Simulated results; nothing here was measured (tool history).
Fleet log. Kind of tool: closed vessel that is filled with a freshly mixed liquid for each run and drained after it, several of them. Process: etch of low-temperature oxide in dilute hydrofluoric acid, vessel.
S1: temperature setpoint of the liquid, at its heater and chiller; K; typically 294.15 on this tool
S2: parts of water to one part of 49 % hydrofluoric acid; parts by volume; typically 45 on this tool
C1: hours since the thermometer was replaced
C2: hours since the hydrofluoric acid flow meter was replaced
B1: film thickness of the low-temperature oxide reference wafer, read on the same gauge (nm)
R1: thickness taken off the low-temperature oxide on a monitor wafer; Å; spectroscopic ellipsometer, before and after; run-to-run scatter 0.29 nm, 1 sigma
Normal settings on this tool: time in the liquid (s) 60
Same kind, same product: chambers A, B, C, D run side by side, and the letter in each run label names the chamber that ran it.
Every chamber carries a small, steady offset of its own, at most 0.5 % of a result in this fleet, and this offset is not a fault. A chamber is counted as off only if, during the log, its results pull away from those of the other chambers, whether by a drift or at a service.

{"run": "1C", "hour": 10.1, "S1": 294.15, "S2": 45, "time in the liquid (s)": 60, "C1": 1128.1, "C2": 1014.0, "B1": 130.07, "R1": 451.44}
{"run": "2A", "hour": 25.6, "S1": 294.15, "S2": 45, "time in the liquid (s)": 60, "C1": 1830.5, "C2": 528.3, "B1": 130.02, "R1": 449.43}
{"run": "3B", "hour": 39.0, "S1": 294.15, "S2": 45, "time in the liquid (s)": 60, "C1": 573.3, "C2": 178.1, "B1": 129.95, "R1": 447.43}
{"run": "4D", "hour": 50.4, "S1": 294.15, "S2": 45, "time in the liquid (s)": 60, "C1": 1259.2, "C2": 1317.2, "B1": 130.01, "R1": 447.64}
{"run": "5B", "hour": 64.9, "S1": 291.65, "S2": 45, "time in the liquid (s)": 85, "C1": 599.2, "C2": 204.0, "B1": 130.02, "R1": 572.61}
{"run": "6C", "hour": 75.4, "S1": 291.65, "S2": 45, "time in the liquid (s)": 85, "C1": 1193.4, "C2": 1079.3, "B1": 129.98, "R1": 569.17}
{"run": "7A", "hour": 91.2, "S1": 291.65, "S2": 45, "time in the liquid (s)": 85, "C1": 1896.1, "C2": 593.9, "B1": 130.03, "R1": 575.34}
{"hour": 98.7, "done": "chamber D: thermometer replaced"}
{"run": "8D", "hour": 100.3, "S1": 291.65, "S2": 45, "time in the liquid (s)": 85, "C1": 1.6, "C2": 1367.1, "B1": 129.99, "R1": 565.23}
{"run": "9C", "hour": 109.9, "S1": 294.15, "S2": 45, "time in the liquid (s)": 60, "C1": 1227.9, "C2": 1113.8, "B1": 129.99, "R1": 448.39}
{"run": "10D", "hour": 124.6, "S1": 294.15, "S2": 45, "time in the liquid (s)": 60, "C1": 25.9, "C2": 1391.4, "B1": 130.0, "R1": 445.61}
{"run": "11B", "hour": 132.7, "S1": 294.15, "S2": 45, "time in the liquid (s)": 60, "C1": 667.0, "C2": 271.8, "B1": 129.96, "R1": 451.93}
{"run": "12A", "hour": 147.4, "S1": 294.15, "S2": 45, "time in the liquid (s)": 60, "C1": 1952.3, "C2": 650.1, "B1": 130.01, "R1": 444.69}
{"run": "13B", "hour": 163.0, "S1": 294.15, "S2": 45, "time in the liquid (s)": 60, "C1": 697.3, "C2": 302.1, "B1": 129.98, "R1": 443.66}
{"run": "14D", "hour": 176.2, "S1": 294.15, "S2": 55, "time in the liquid (s)": 60, "C1": 77.5, "C2": 1443.0, "B1": 129.97, "R1": 361.02}
{"run": "15A", "hour": 184.8, "S1": 294.15, "S2": 55, "time in the liquid (s)": 60, "C1": 1989.7, "C2": 687.5, "B1": 130.02, "R1": 359.98}
{"run": "16C", "hour": 193.8, "S1": 294.15, "S2": 55, "time in the liquid (s)": 60, "C1": 1311.8, "C2": 1197.7, "B1": 130.05, "R1": 362.59}
{"run": "17C", "hour": 207.3, "S1": 294.15, "S2": 55, "time in the liquid (s)": 60, "C1": 1325.3, "C2": 1211.2, "B1": 130.08, "R1": 358.06}
{"hour": 213.1, "done": "chamber A: thermometer replaced"}
{"run": "18D", "hour": 217.7, "S1": 294.15, "S2": 45, "time in the liquid (s)": 60, "C1": 119.0, "C2": 1484.5, "B1": 130.0, "R1": 442.64}
{"run": "19B", "hour": 227.6, "S1": 294.15, "S2": 45, "time in the liquid (s)": 60, "C1": 761.9, "C2": 366.7, "B1": 130.02, "R1": 448.35}
{"run": "20A", "hour": 239.8, "S1": 294.15, "S2": 45, "time in the liquid (s)": 60, "C1": 26.8, "C2": 742.5, "B1": 130.02, "R1": 451.88}
{"run": "21B", "hour": 247.3, "S1": 294.15, "S2": 45, "time in the liquid (s)": 60, "C1": 781.6, "C2": 386.4, "B1": 129.98, "R1": 452.96}
{"run": "22D", "hour": 260.6, "S1": 294.15, "S2": 65, "time in the liquid (s)": 60, "C1": 161.9, "C2": 1527.4, "B1": 129.98, "R1": 306.56}
{"run": "23A", "hour": 276.9, "S1": 294.15, "S2": 65, "time in the liquid (s)": 60, "C1": 63.9, "C2": 779.6, "B1": 129.99, "R1": 298.31}
{"run": "24C", "hour": 288.6, "S1": 294.15, "S2": 65, "time in the liquid (s)": 60, "C1": 1406.6, "C2": 1292.5, "B1": 130.04, "R1": 301.29}
{"hour": 294.3, "done": "chamber A: hydrofluoric acid flow meter replaced"}
{"run": "25D", "hour": 299.8, "S1": 294.15, "S2": 65, "time in the liquid (s)": 60, "C1": 201.1, "C2": 1566.6, "B1": 130.01, "R1": 309.58}
{"run": "26C", "hour": 309.4, "S1": 294.15, "S2": 45, "time in the liquid (s)": 60, "C1": 1427.4, "C2": 1313.3, "B1": 130.0, "R1": 450.68}
{"run": "27A", "hour": 324.9, "S1": 294.15, "S2": 45, "time in the liquid (s)": 60, "C1": 111.9, "C2": 30.6, "B1": 129.98, "R1": 447.63}
{"run": "28B", "hour": 337.4, "S1": 294.15, "S2": 45, "time in the liquid (s)": 60, "C1": 871.7, "C2": 476.5, "B1": 129.98, "R1": 447.0}
{"run": "29C", "hour": 346.2, "S1": 294.15, "S2": 45, "time in the liquid (s)": 40, "C1": 1464.2, "C2": 1350.1, "B1": 130.02, "R1": 298.27}
{"run": "30A", "hour": 355.8, "S1": 294.15, "S2": 45, "time in the liquid (s)": 40, "C1": 142.8, "C2": 61.5, "B1": 129.99, "R1": 299.38}
{"run": "31B", "hour": 364.0, "S1": 294.15, "S2": 45, "time in the liquid (s)": 40, "C1": 898.3, "C2": 503.1, "B1": 130.0, "R1": 298.55}
{"run": "32D", "hour": 378.8, "S1": 294.15, "S2": 45, "time in the liquid (s)": 40, "C1": 280.1, "C2": 1645.6, "B1": 130.03, "R1": 308.41}
{"run": "33A", "hour": 393.4, "S1": 294.15, "S2": 45, "time in the liquid (s)": 60, "C1": 180.4, "C2": 99.1, "B1": 129.99, "R1": 448.11}
{"run": "34C", "hour": 408.5, "S1": 294.15, "S2": 45, "time in the liquid (s)": 60, "C1": 1526.5, "C2": 1412.4, "B1": 130.04, "R1": 449.48}
{"hour": 412.8, "done": "chamber C: thermometer replaced"}
{"run": "35B", "hour": 419.1, "S1": 294.15, "S2": 45, "time in the liquid (s)": 60, "C1": 953.4, "C2": 558.2, "B1": 130.03, "R1": 450.02}
{"run": "36D", "hour": 430.7, "S1": 294.15, "S2": 45, "time in the liquid (s)": 45, "C1": 332.0, "C2": 1697.5, "B1": 130.01, "R1": 356.22}
{"run": "37B", "hour": 438.9, "S1": 294.15, "S2": 45, "time in the liquid (s)": 45, "C1": 973.2, "C2": 578.0, "B1": 129.99, "R1": 340.07}
{"run": "38D", "hour": 452.2, "S1": 294.15, "S2": 45, "time in the liquid (s)": 45, "C1": 353.5, "C2": 1719.0, "B1": 130.02, "R1": 360.11}
{"run": "39A", "hour": 460.6, "S1": 294.15, "S2": 45, "time in the liquid (s)": 45, "C1": 247.6, "C2": 166.3, "B1": 129.98, "R1": 337.59}
{"run": "40C", "hour": 474.9, "S1": 294.15, "S2": 45, "time in the liquid (s)": 60, "C1": 62.2, "C2": 1478.8, "B1": 129.98, "R1": 452.78}
{"run": "41A", "hour": 483.3, "S1": 291.15, "S2": 30, "time in the liquid (s)": 60, "C1": 270.3, "C2": 189.0, "B1": 129.96, "R1": 601.86}
{"run": "42B", "hour": 496.5, "S1": 291.15, "S2": 30, "time in the liquid (s)": 60, "C1": 1030.8, "C2": 635.6, "B1": 130.04, "R1": 604.7}
{"run": "43C", "hour": 512.1, "S1": 291.15, "S2": 30, "time in the liquid (s)": 60, "C1": 99.4, "C2": 1516.0, "B1": 129.99, "R1": 599.64}
{"run": "44D", "hour": 521.8, "S1": 291.15, "S2": 30, "time in the liquid (s)": 60, "C1": 423.1, "C2": 1788.6, "B1": 130.05, "R1": 641.23}

Predict what each chamber gives when all 4 of them run the settings below next.
{"run": "45A", "hour": 533.5, "S1": 294.15, "S2": 45, "time in the liquid (s)": 60, "R1": "?"}
{"run": "45B", "hour": 533.5, "S1": 294.15, "S2": 45, "time in the liquid (s)": 60, "R1": "?"}
{"run": "45C", "hour": 533.5, "S1": 294.15, "S2": 45, "time in the liquid (s)": 60, "R1": "?"}
{"run": "45D", "hour": 533.5, "S1": 294.15, "S2": 45, "time in the liquid (s)": 60, "R1": "?"}

run=45A R1=444.35
run=45B R1=449.15
run=45C R1=448.37
run=45D R1=487.45
